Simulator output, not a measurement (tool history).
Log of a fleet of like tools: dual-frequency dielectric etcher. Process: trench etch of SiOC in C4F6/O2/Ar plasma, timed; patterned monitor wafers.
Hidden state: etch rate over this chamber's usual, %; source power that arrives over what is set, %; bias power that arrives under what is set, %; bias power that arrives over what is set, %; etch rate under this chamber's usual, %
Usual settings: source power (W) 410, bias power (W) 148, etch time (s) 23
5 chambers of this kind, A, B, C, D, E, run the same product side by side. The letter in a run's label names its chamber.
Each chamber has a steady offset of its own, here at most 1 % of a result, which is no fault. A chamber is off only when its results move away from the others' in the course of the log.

run,hour,source power (W),bias power (W),etch time (s),hours since the last wet clean,hours since the last source power generator calibration,hours since the last bias power generator calibration,"read-back reference wafer on the same gauge, depth_nm",mean etch depth across the wafer (Å)
1C,7.1,410,148,23,52.6,1313.4,589.5,50.587,453.5
2E,14.5,410,148,23,148.4,3141,1735.7,50.576,453.49
# hour 15.2: chamber B: source power generator calibrated
3B,20.6,410,148,23,324.5,5.5,5374.9,50.591,453.42
4D,28,410,148,23,37.4,3409.3,614.7,50.588,449.24
5A,37.4,410,148,23,173.3,1002,3722.3,50.584,452.75
6D,49.7,410,159,23,59.1,3431,636.4,50.571,459.28
7E,58.2,410,159,23,192.1,3184.7,1779.4,50.563,463.31
8A,69.4,410,159,23,205.3,1034,3754.3,50.556,461.39
9B,76.5,410,159,23,380.4,61.4,5430.8,50.557,463.59
10C,86,410,159,23,131.5,1392.3,668.4,50.546,462.51
11D,91.9,410,148,23,101.3,3473.2,678.6,50.552,449.69
12C,103.2,410,148,23,148.7,1409.5,685.6,50.529,453.58
13A,111,410,148,29.5,246.9,1075.6,3795.9,50.52,579.3
14B,123.2,410,148,29.5,427.1,108.1,5477.5,50.53,582.31
15E,133.3,410,148,29.5,267.2,3259.8,1854.5,50.51,580.89
16D,139.3,410,148,29.5,148.7,3520.6,726,50.525,576.88
17E,148,410,148,29.5,281.9,3274.5,1869.2,50.501,580.28
18B,153.5,410,148,23,457.4,138.4,5507.8,50.494,453.69
19C,166.2,380,148,16.5,211.7,1472.5,748.6,50.497,315.49
# hour 171: chamber B: bias power generator calibrated
20A,176.4,380,148,16.5,312.3,1141,3861.3,50.483,313.99
21D,188.4,380,148,16.5,197.8,3569.7,775.1,50.476,312.55
22B,194.7,380,148,16.5,498.6,179.6,23.8,50.471,315.33
23C,203.1,380,148,16.5,248.6,1509.4,785.5,50.481,314.55
24A,210.9,370,148,23,346.8,1175.5,3895.8,50.457,432.66
25E,217.6,370,148,23,351.5,3344.1,1938.8,50.453,434.86
26C,224.7,370,148,23,270.2,1531,807.1,50.456,434.73
27B,233.4,370,148,23,537.3,218.3,62.5,50.444,434.94
28E,242.7,370,148,23,376.6,3369.2,1963.9,50.444,435.53
29A,250.9,410,148,23,386.8,1215.5,3935.8,50.429,450.67
30D,257.6,310,178,23,267,3638.9,844.3,50.43,425.4
31E,266,310,178,23,399.9,3392.5,1987.2,50.442,429.56
32A,272.2,310,178,23,408.1,1236.8,3957.1,50.428,427.55
33B,280,310,178,23,583.9,264.9,109.1,50.42,430.95
34C,291.9,310,178,23,337.4,1598.2,874.3,50.408,427.62
35D,302.7,410,148,23,312.1,3684,889.4,50.416,447.2
# hour 313.3: chamber B: wet clean of the chamber
36B,315.1,410,148,23,1.8,300,144.2,50.396,452.46
37D,324.5,460,165,23,333.9,3705.8,911.2,50.384,484.65
38E,331.9,460,165,23,465.8,3458.4,2053.1,50.388,489.6
39A,344.1,460,165,23,480,1308.7,4029,50.379,487.29
40C,354.5,460,165,23,400,1660.8,936.9,50.363,489.41

What goes on in this fleet: one chamber off, a drifting gauge, or nothing beyond the chambers' own small offsets? Name the chamber and the cause, if any.

The gauge drifts, so all chambers seem to drift together. No chamber is off.
Cause: gauge reads low (%) = 0.455.

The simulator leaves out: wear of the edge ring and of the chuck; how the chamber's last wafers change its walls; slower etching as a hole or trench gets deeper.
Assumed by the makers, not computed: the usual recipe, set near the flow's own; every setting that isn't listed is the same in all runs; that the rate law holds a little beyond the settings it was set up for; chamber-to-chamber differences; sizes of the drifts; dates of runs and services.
